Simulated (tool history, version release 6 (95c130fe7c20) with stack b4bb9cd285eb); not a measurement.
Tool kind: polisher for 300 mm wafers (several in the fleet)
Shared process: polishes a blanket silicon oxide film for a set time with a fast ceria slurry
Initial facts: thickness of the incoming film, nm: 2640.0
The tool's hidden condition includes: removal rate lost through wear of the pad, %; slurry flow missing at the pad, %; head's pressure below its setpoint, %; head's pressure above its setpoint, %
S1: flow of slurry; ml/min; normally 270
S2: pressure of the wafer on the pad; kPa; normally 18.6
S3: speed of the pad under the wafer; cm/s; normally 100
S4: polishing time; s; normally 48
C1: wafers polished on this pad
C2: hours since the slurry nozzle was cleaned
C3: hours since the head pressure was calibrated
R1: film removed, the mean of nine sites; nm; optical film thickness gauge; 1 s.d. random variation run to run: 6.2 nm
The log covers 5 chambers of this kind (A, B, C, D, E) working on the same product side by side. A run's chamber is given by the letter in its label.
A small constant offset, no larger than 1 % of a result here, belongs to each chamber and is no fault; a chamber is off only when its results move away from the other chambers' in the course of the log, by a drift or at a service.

run,day,S1,S2,S3,S4,C1,C2,C3,R1
# day 0.258: chamber C: head pressure recalibrated
# day 0.325: chamber C: worn pad replaced by a new one
1D,0.367,270,18.6,100,48,211,180.4,727.0,617.38
# day 0.583: chamber E: slurry nozzle cleaned
2A,0.792,270,18.6,100,48,218,170.4,648.8,628.89
# day 0.883: chamber B: slurry nozzle cleaned
3E,1.025,270,18.6,100,48,340,10.6,269.6,606.93
4C,1.304,270,18.6,100,48,219,331.6,25.1,607.58
5B,1.508,270,18.6,100,48,735,15.0,412.4,623.75
6C,1.858,305,18.6,100,48,342,344.9,38.4,621.58
7A,2.229,305,18.6,100,48,538,204.9,683.3,626.88
8E,2.629,305,18.6,100,48,697,49.1,308.1,636.29
# day 2.800: chamber A: worn pad replaced by a new one
# day 2.808: chamber B: worn pad replaced by a new one
# day 2.967: chamber C: slurry nozzle cleaned
9D,3.071,305,18.6,100,48,814,245.3,791.9,632.33
# day 3.308: chamber D: worn pad replaced by a new one
10B,3.454,305,18.6,100,48,144,61.7,459.1,603.75
11C,3.900,270,18.6,100,48,798,22.4,87.4,612.93
# day 4.000: chamber A: slurry nozzle cleaned
12D,4.217,270,18.6,100,48,202,272.8,819.4,637.75
13B,4.496,270,18.6,100,48,377,86.7,484.1,605.77
# day 4.675: chamber C: worn pad replaced by a new one
14E,4.825,270,18.6,100,48,1187,101.8,360.8,621.75
15A,5.083,205,18.6,66,48,509,26.1,751.8,386.77
# day 5.200: chamber E: worn pad replaced by a new one
16B,5.417,205,18.6,66,48,582,108.8,506.2,396.03
# day 5.592: chamber A: worn pad replaced by a new one
17C,5.804,205,18.6,66,48,251,68.1,133.1,389.86
18D,6.150,205,18.6,66,48,633,319.2,865.8,396.87
# day 6.362: chamber D: worn pad replaced by a new one
19E,6.533,205,18.6,66,48,297,142.8,401.8,386.94
# day 6.729: chamber D: slurry nozzle cleaned
20A,6.800,200,15.2,100,48,269,67.3,793.0,472.92
21A,7.033,200,15.2,100,48,321,72.9,798.6,469.45
# day 7.325: chamber E: head pressure recalibrated
22D,7.421,200,15.2,100,48,236,16.6,896.3,485.62
# day 7.442: chamber B: worn pad replaced by a new one
23E,7.858,200,15.2,100,48,593,174.6,12.9,488.63
24B,8.129,200,15.2,100,48,154,173.9,571.3,486.95
25C,8.471,270,18.6,100,48,846,132.1,197.1,623.14
# day 8.679: chamber A: worn pad replaced by a new one
26E,8.717,230,15.9,100,48,784,195.2,33.5,516.63
# day 9.017: chamber C: worn pad replaced by a new one
27B,9.033,230,15.9,100,48,355,195.6,593.0,505.67
28C,9.362,230,15.9,100,48,77,153.5,218.5,509.55
29A,9.679,230,15.9,100,48,223,136.4,862.1,507.95
# day 9.942: chamber D: worn pad replaced by a new one
# day 9.992: chamber E: worn pad replaced by a new one
30D,10.096,230,15.9,100,48,34,80.8,960.5,533.66
31E,10.312,270,18.6,100,48,72,233.5,71.8,622.42
32A,10.729,270,18.6,100,48,457,161.6,887.3,589.35
33D,10.929,270,18.6,100,48,220,100.8,980.5,629.41
# day 11.304: chamber B: worn pad replaced by a new one
34B,11.354,270,18.6,100,48,11,251.3,648.7,601.84
35C,11.750,270,18.6,100,48,609,210.8,275.8,606.33
36C,12.142,270,18.6,100,48,697,220.2,285.2,612.29
37E,12.529,270,18.6,100,48,566,286.7,125.0,614.02
38B,12.854,270,18.6,100,48,345,287.3,684.7,616.15
39D,13.121,270,18.6,100,48,709,153.4,1033.1,613.90

The same settings go to every chamber for the next run, one line per chamber below. Forecast the results for each:
40A,13.442,270,18.6,100,48,,,,?
40B,13.442,270,18.6,100,48,,,,?
40C,13.442,270,18.6,100,48,,,,?
40D,13.442,270,18.6,100,48,,,,?
40E,13.442,270,18.6,100,48,,,,?

run,R1
40A,555.54
40B,603.09
40C,618.88
40D,620.96
40E,612.12
